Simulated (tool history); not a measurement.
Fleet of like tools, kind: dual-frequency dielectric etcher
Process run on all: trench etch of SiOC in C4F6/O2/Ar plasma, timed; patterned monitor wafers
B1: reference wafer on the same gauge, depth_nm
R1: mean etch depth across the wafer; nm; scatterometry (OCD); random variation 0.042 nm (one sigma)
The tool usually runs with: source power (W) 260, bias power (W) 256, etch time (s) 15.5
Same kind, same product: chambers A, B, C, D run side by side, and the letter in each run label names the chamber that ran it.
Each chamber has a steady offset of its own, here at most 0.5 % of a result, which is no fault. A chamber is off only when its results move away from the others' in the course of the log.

Run 1C, day 0.200: usual settings; B1 25.499. Result: R1 30.816 nm.
Run 2A, day 0.458: usual settings; B1 25.510. Result: R1 30.736 nm.
Run 3D, day 0.629: usual settings; B1 25.513. Result: R1 30.696 nm.
Run 4B, day 0.775: usual settings; B1 25.514. Result: R1 30.641 nm.
Run 5D, day 0.975: usual settings; B1 25.527. Result: R1 30.618 nm.
Run 6B, day 1.162: usual settings; B1 25.533. Result: R1 30.641 nm.
Run 7A, day 1.342: usual settings; B1 25.521. Result: R1 30.778 nm.
Run 8C, day 1.617: usual settings; B1 25.525. Result: R1 30.898 nm.
Run 9C, day 1.871: usual settings; B1 25.534. Result: R1 30.858 nm.
Run 10D, day 2.021: usual settings; B1 25.543. Result: R1 30.682 nm.
Run 11A, day 2.200: usual settings; B1 25.542. Result: R1 30.768 nm.
Run 12B, day 2.346: usual settings; B1 25.539. Result: R1 30.707 nm.
Run 13C, day 2.517: usual settings; B1 25.537. Result: R1 30.819 nm.
At day 2.688: chamber C: bias power generator calibrated.
Run 14D, day 2.796: usual settings but source power (W) 310; B1 25.558. Result: R1 32.840 nm.
Run 15B, day 2.962: usual settings but source power (W) 310; B1 25.552. Result: R1 32.838 nm.
Run 16A, day 3.117: usual settings but source power (W) 310; B1 25.555. Result: R1 32.935 nm.
Run 17D, day 3.296: usual settings but source power (W) 310; B1 25.558. Result: R1 32.871 nm.
Run 18C, day 3.500: usual settings; B1 25.568. Result: R1 30.956 nm.
Run 19A, day 3.717: usual settings; B1 25.567. Result: R1 30.876 nm.
Run 20B, day 3.954: usual settings; B1 25.569. Result: R1 30.721 nm.
Run 21A, day 4.158: usual settings; B1 25.577. Result: R1 30.825 nm.
Run 22B, day 4.329: usual settings; B1 25.583. Result: R1 30.732 nm.
Run 23C, day 4.458: usual settings; B1 25.578. Result: R1 30.954 nm.
Run 24D, day 4.633: usual settings; B1 25.571. Result: R1 30.803 nm.
Run 25D, day 4.862: usual settings but etch time (s) 17.0; B1 25.589. Result: R1 33.726 nm.
Run 26C, day 5.117: usual settings but etch time (s) 17.0; B1 25.585. Result: R1 33.894 nm.
Run 27A, day 5.242: usual settings but etch time (s) 17.0; B1 25.587. Result: R1 33.918 nm.
Run 28B, day 5.429: usual settings but etch time (s) 17.0; B1 25.603. Result: R1 33.694 nm.
Run 29B, day 5.704: usual settings but bias power (W) 284, etch time (s) 12.5; B1 25.602. Result: R1 25.716 nm.
Run 30A, day 5.854: usual settings but bias power (W) 284, etch time (s) 12.5; B1 25.609. Result: R1 25.834 nm.
Run 31D, day 6.004: usual settings but bias power (W) 284, etch time (s) 12.5; B1 25.602. Result: R1 25.753 nm.
Run 32C, day 6.250: usual settings but bias power (W) 284, etch time (s) 12.5; B1 25.624. Result: R1 25.903 nm.
Run 33C, day 6.433: usual settings; B1 25.624. Result: R1 30.858 nm.
Run 34A, day 6.596: usual settings; B1 25.616. Result: R1 30.896 nm.
Run 35D, day 6.775: usual settings; B1 25.633. Result: R1 30.774 nm.
Run 36B, day 6.967: usual settings; B1 25.631. Result: R1 30.848 nm.
Run 37A, day 7.225: usual settings; B1 25.635. Result: R1 30.940 nm.
Run 38B, day 7.400: usual settings; B1 25.637. Result: R1 30.805 nm.
Run 39D, day 7.638: usual settings; B1 25.641. Result: R1 30.837 nm.

Decide between three cases: one chamber stands off from its peers, the gauge reading all wafers drifts, or nothing is wrong past each chamber's small offset. Where a chamber is off, say which and what most likely put it there.

Every chamber seems to shift together because the gauge that measures them all drifts; the chambers themselves are fine.
Likeliest cause: gauge reads high (%) = 0.558.
